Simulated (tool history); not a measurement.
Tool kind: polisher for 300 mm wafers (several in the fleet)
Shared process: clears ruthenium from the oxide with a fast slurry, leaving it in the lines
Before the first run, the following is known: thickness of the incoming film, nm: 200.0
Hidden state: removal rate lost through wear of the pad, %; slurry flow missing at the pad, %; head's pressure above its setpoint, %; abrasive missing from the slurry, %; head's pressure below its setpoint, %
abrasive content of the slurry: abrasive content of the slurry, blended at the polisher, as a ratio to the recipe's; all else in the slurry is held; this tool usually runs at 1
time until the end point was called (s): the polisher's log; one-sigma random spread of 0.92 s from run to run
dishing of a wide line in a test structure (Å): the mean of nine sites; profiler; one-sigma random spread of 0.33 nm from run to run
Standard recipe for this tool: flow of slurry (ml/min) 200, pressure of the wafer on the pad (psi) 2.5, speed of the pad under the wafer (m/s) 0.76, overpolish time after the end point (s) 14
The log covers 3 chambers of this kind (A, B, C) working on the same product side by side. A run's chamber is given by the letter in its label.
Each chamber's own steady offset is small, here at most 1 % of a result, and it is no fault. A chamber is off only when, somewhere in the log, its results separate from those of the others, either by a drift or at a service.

| run | day | flow of slurry (ml/min) | pressure of the wafer on the pad (psi) | speed of the pad under the wafer (m/s) | abrasive content of the slurry | overpolish time after the end point (s) | wafers polished on this pad | hours since the slurry nozzle was cleaned | hours since the head pressure was calibrated | hours since the slurry blender was calibrated | time until the end point was called (s) | dishing of a wide line in a test structure (Å) |
|---|---|---|---|---|---|---|---|---|---|---|---|---|
|  | 0.275 | chamber C: slurry blender recalibrated |
| 1B | 0.412 | 200 | 2.5 | 0.76 | 1 | 14 | 354 | 135.1 | 211.2 | 65.6 | 74.986 | 314.39 |
| 2C | 0.788 | 200 | 2.5 | 0.76 | 1 | 14 | 573 | 92.8 | 87.3 | 12.3 | 74.657 | 310.13 |
|  | 0.875 | chamber A: worn pad replaced by a new one |
| 3A | 1.079 | 200 | 2.5 | 0.76 | 1 | 14 | 31 | 145.4 | 199.0 | 199.4 | 77.922 | 304.49 |
|  | 1.558 | chamber C: worn pad replaced by a new one |
| 4B | 1.700 | 200 | 2.5 | 0.76 | 1 | 14 | 552 | 166.0 | 242.1 | 96.5 | 77.028 | 307.52 |
| 5A | 2.375 | 200 | 2.5 | 0.76 | 1 | 14 | 230 | 176.5 | 230.1 | 230.5 | 78.138 | 305.58 |
| 6C | 2.912 | 200 | 2.5 | 0.76 | 1 | 14 | 208 | 143.8 | 138.3 | 63.3 | 75.450 | 311.77 |
| 7A | 3.367 | 200 | 2.5 | 0.76 | 1 | 14 | 383 | 200.3 | 253.9 | 254.3 | 75.547 | 312.63 |
| 8C | 3.825 | 200 | 2.5 | 0.76 | 1 | 14 | 348 | 165.7 | 160.2 | 85.2 | 75.365 | 315.21 |
|  | 4.038 | chamber A: worn pad replaced by a new one |
| 9B | 4.150 | 200 | 2.5 | 0.76 | 1 | 14 | 928 | 224.8 | 300.9 | 155.3 | 76.779 | 313.43 |
| 10B | 4.446 | 200 | 2.5 | 0.76 | 1 | 14 | 974 | 231.9 | 308.0 | 162.4 | 76.278 | 308.89 |
| 11C | 5.008 | 200 | 2.5 | 0.76 | 1 | 14 | 530 | 194.1 | 188.6 | 113.6 | 77.551 | 305.61 |
| 12A | 5.467 | 200 | 2.5 | 0.76 | 1 | 14 | 220 | 250.7 | 304.3 | 304.7 | 76.733 | 308.77 |
|  | 5.483 | chamber B: worn pad replaced by a new one |
|  | 5.846 | chamber B: slurry blender recalibrated |
| 13C | 5.950 | 200 | 2.5 | 0.76 | 1 | 14 | 675 | 216.7 | 211.2 | 136.2 | 77.699 | 308.90 |
| 14A | 6.279 | 200 | 2.5 | 0.76 | 1 | 14 | 345 | 270.2 | 323.8 | 324.2 | 74.984 | 309.54 |
|  | 6.658 | chamber C: worn pad replaced by a new one |
| 15B | 6.662 | 200 | 2.5 | 0.76 | 1 | 14 | 181 | 285.1 | 361.2 | 19.6 | 76.948 | 316.37 |
| 16C | 7.150 | 200 | 2.5 | 0.76 | 1 | 14 | 75 | 245.5 | 240.0 | 165.0 | 76.454 | 307.06 |
| 17A | 7.558 | 200 | 2.5 | 0.50 | 1 | 14 | 541 | 300.9 | 354.5 | 354.9 | 116.160 | 206.65 |
| 18B | 8.050 | 200 | 2.5 | 0.50 | 1 | 14 | 395 | 318.4 | 394.5 | 52.9 | 116.460 | 214.15 |
|  | 8.167 | chamber A: worn pad replaced by a new one |
|  | 8.171 | chamber A: slurry nozzle cleaned |
| 19B | 8.608 | 200 | 2.5 | 0.50 | 1 | 14 | 481 | 331.8 | 407.9 | 66.3 | 115.570 | 211.52 |
| 20C | 9.121 | 200 | 2.5 | 0.76 | 1 | 14 | 378 | 292.8 | 287.3 | 212.3 | 77.406 | 305.82 |
| 21A | 9.604 | 155 | 2.5 | 0.76 | 1 | 7 | 221 | 34.4 | 403.6 | 404.0 | 79.746 | 156.39 |
|  | 9.679 | chamber A: slurry blender recalibrated |
| 22B | 9.979 | 155 | 2.5 | 0.76 | 1 | 7 | 691 | 364.7 | 440.8 | 99.2 | 78.896 | 157.45 |
| 23C | 10.400 | 155 | 2.5 | 0.76 | 1 | 7 | 575 | 323.5 | 318.0 | 243.0 | 81.655 | 152.17 |
| 24A | 10.754 | 200 | 2.5 | 0.58 | 1 | 14 | 397 | 62.0 | 431.2 | 25.8 | 101.060 | 244.13 |
|  | 10.758 | chamber C: worn pad replaced by a new one |
| 25A | 11.254 | 200 | 2.5 | 0.58 | 1 | 14 | 474 | 74.0 | 443.2 | 37.8 | 102.790 | 239.62 |
| 26B | 11.754 | 200 | 2.5 | 0.58 | 1 | 14 | 964 | 407.3 | 483.4 | 141.8 | 100.840 | 243.01 |
|  | 12.067 | chamber A: worn pad replaced by a new one |
| 27C | 12.088 | 200 | 2.5 | 0.76 | 1 | 14 | 204 | 364.0 | 358.5 | 283.5 | 79.202 | 298.67 |
|  | 12.362 | chamber B: worn pad replaced by a new one |
| 28B | 12.717 | 200 | 2.5 | 0.76 | 1 | 14 | 54 | 430.4 | 506.5 | 164.9 | 75.981 | 318.39 |
|  | 12.996 | chamber C: slurry blender recalibrated |
| 29A | 13.054 | 200 | 2.5 | 0.76 | 1 | 14 | 152 | 117.2 | 486.4 | 81.0 | 77.187 | 311.59 |
| 30C | 13.404 | 200 | 2.5 | 0.76 | 1 | 14 | 406 | 395.6 | 390.1 | 9.9 | 81.860 | 292.29 |
|  | 13.642 | chamber B: slurry blender recalibrated |
| 31B | 13.821 | 200 | 2.5 | 0.76 | 1 | 14 | 224 | 456.9 | 533.0 | 4.4 | 76.916 | 310.53 |
| 32A | 14.442 | 200 | 2.5 | 0.76 | 1 | 14 | 365 | 150.5 | 519.7 | 114.3 | 77.263 | 305.60 |
|  | 14.888 | chamber C: worn pad replaced by a new one |
| 33C | 14.900 | 200 | 2.5 | 0.76 | 1 | 14 | 2 | 431.5 | 426.0 | 45.8 | 81.485 | 297.33 |
| 34C | 15.575 | 200 | 2.5 | 0.76 | 1 | 14 | 105 | 447.7 | 442.2 | 62.0 | 79.731 | 293.51 |
|  | 16.042 | chamber A: worn pad replaced by a new one |
| 35A | 16.229 | 200 | 2.5 | 0.76 | 1 | 14 | 29 | 193.4 | 562.6 | 157.2 | 77.043 | 309.68 |
| 36B | 16.729 | 200 | 2.5 | 0.94 | 1 | 8 | 671 | 526.7 | 602.8 | 74.2 | 61.985 | 223.90 |
| 37C | 17.312 | 200 | 2.5 | 0.94 | 1 | 8 | 373 | 489.4 | 483.9 | 103.7 | 67.967 | 210.74 |
| 38A | 17.979 | 200 | 2.5 | 0.94 | 1 | 8 | 298 | 235.4 | 604.6 | 199.2 | 62.244 | 223.83 |

All 3 chambers run these settings next. Forecast each chamber's results:
| 39A | 18.462 | 200 | 2.5 | 0.76 | 1 | 14 |  |  |  |  | ? | ? |
| 39B | 18.462 | 200 | 2.5 | 0.76 | 1 | 14 |  |  |  |  | ? | ? |
| 39C | 18.462 | 200 | 2.5 | 0.76 | 1 | 14 |  |  |  |  | ? | ? |

| run | time until the end point was called (s) | dishing of a wide line in a test structure (Å) |
|---|---|---|
| 39A | 75.522 | 309.25 |
| 39B | 77.826 | 315.56 |
| 39C | 82.668 | 290.89 |

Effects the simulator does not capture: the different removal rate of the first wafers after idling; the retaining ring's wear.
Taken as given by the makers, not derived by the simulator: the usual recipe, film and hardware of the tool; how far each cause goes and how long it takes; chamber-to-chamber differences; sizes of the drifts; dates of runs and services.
